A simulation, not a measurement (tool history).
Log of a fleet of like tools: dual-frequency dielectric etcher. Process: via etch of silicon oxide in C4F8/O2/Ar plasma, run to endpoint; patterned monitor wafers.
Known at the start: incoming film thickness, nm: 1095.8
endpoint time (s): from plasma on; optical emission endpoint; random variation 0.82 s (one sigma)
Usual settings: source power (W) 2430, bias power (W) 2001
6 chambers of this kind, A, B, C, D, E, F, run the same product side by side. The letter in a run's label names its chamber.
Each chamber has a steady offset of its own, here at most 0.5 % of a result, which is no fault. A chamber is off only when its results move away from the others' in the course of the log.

| run | hour | source power (W) | bias power (W) | endpoint time (s) |
|---|---|---|---|---|
| 1A | 6.5 | 2430 | 2001 | 199.79 |
| 2E | 10.1 | 2430 | 2001 | 199.36 |
| 3B | 15.5 | 2430 | 2001 | 201 |
| 4F | 21.9 | 2430 | 2001 | 199.07 |
| 5C | 28.2 | 2430 | 2001 | 200.34 |
| 6D | 33.7 | 2430 | 2001 | 198.78 |
| 7B | 39.1 | 2430 | 2001 | 201.02 |
| 8A | 43.6 | 2430 | 2001 | 201.48 |
| 9C | 50 | 2930 | 2001 | 186.4 |
| 10F | 55 | 2930 | 2001 | 182.87 |
|  | 55.5 | chamber C: bias power generator calibrated |
| 11E | 61.1 | 2930 | 2001 | 185.53 |
| 12D | 68.1 | 2930 | 2001 | 185.71 |
| 13E | 72.2 | 2930 | 2001 | 185.91 |
|  | 75.5 | chamber E: bias power generator calibrated |
| 14A | 77.1 | 2930 | 2001 | 185.64 |
|  | 80.7 | chamber D: source power generator calibrated |
| 15C | 84.2 | 2430 | 2001 | 201.65 |
| 16D | 89.7 | 2430 | 2001 | 198.09 |
| 17B | 94.8 | 2430 | 2001 | 200.26 |
| 18F | 100.6 | 2430 | 2001 | 196.76 |
| 19E | 107.3 | 2430 | 2001 | 200.39 |
| 20B | 114.5 | 2430 | 2001 | 200.77 |
| 21F | 121.3 | 2430 | 2001 | 196.98 |
| 22A | 124.9 | 2430 | 2001 | 200.33 |
| 23D | 131 | 2430 | 2001 | 200.11 |
| 24C | 136.1 | 2810 | 1668 | 199.11 |
|  | 139.1 | chamber E: wet clean of the chamber |
| 25A | 141.9 | 2810 | 1668 | 199.51 |
| 26B | 145.4 | 2810 | 1668 | 197.68 |
| 27F | 151.4 | 2810 | 1668 | 193.53 |
| 28D | 158.7 | 2810 | 1668 | 197.48 |
|  | 162.6 | chamber B: wet clean of the chamber |
| 29C | 162.9 | 2810 | 1668 | 199.32 |
| 30E | 168.2 | 2430 | 2001 | 199.81 |
| 31C | 174.4 | 2430 | 2001 | 200.47 |
| 32F | 179.6 | 2430 | 2001 | 195.3 |
| 33A | 185.4 | 2800 | 2001 | 189.92 |
| 34B | 190.1 | 2800 | 2001 | 189.06 |
| 35E | 193.5 | 2800 | 2001 | 188.84 |
| 36D | 197.5 | 2800 | 2001 | 189.57 |

All 6 chambers run these settings next. Forecast each chamber's results:
| 37A | 202.8 | 2430 | 2280 | ? |
| 37B | 202.8 | 2430 | 2280 | ? |
| 37C | 202.8 | 2430 | 2280 | ? |
| 37D | 202.8 | 2430 | 2280 | ? |
| 37E | 202.8 | 2430 | 2280 | ? |
| 37F | 202.8 | 2430 | 2280 | ? |

| run | endpoint time (s) |
|---|---|
| 37A | 191.67 |
| 37B | 191.68 |
| 37C | 192.19 |
| 37D | 191.58 |
| 37E | 193.68 |
| 37F | 188.32 |
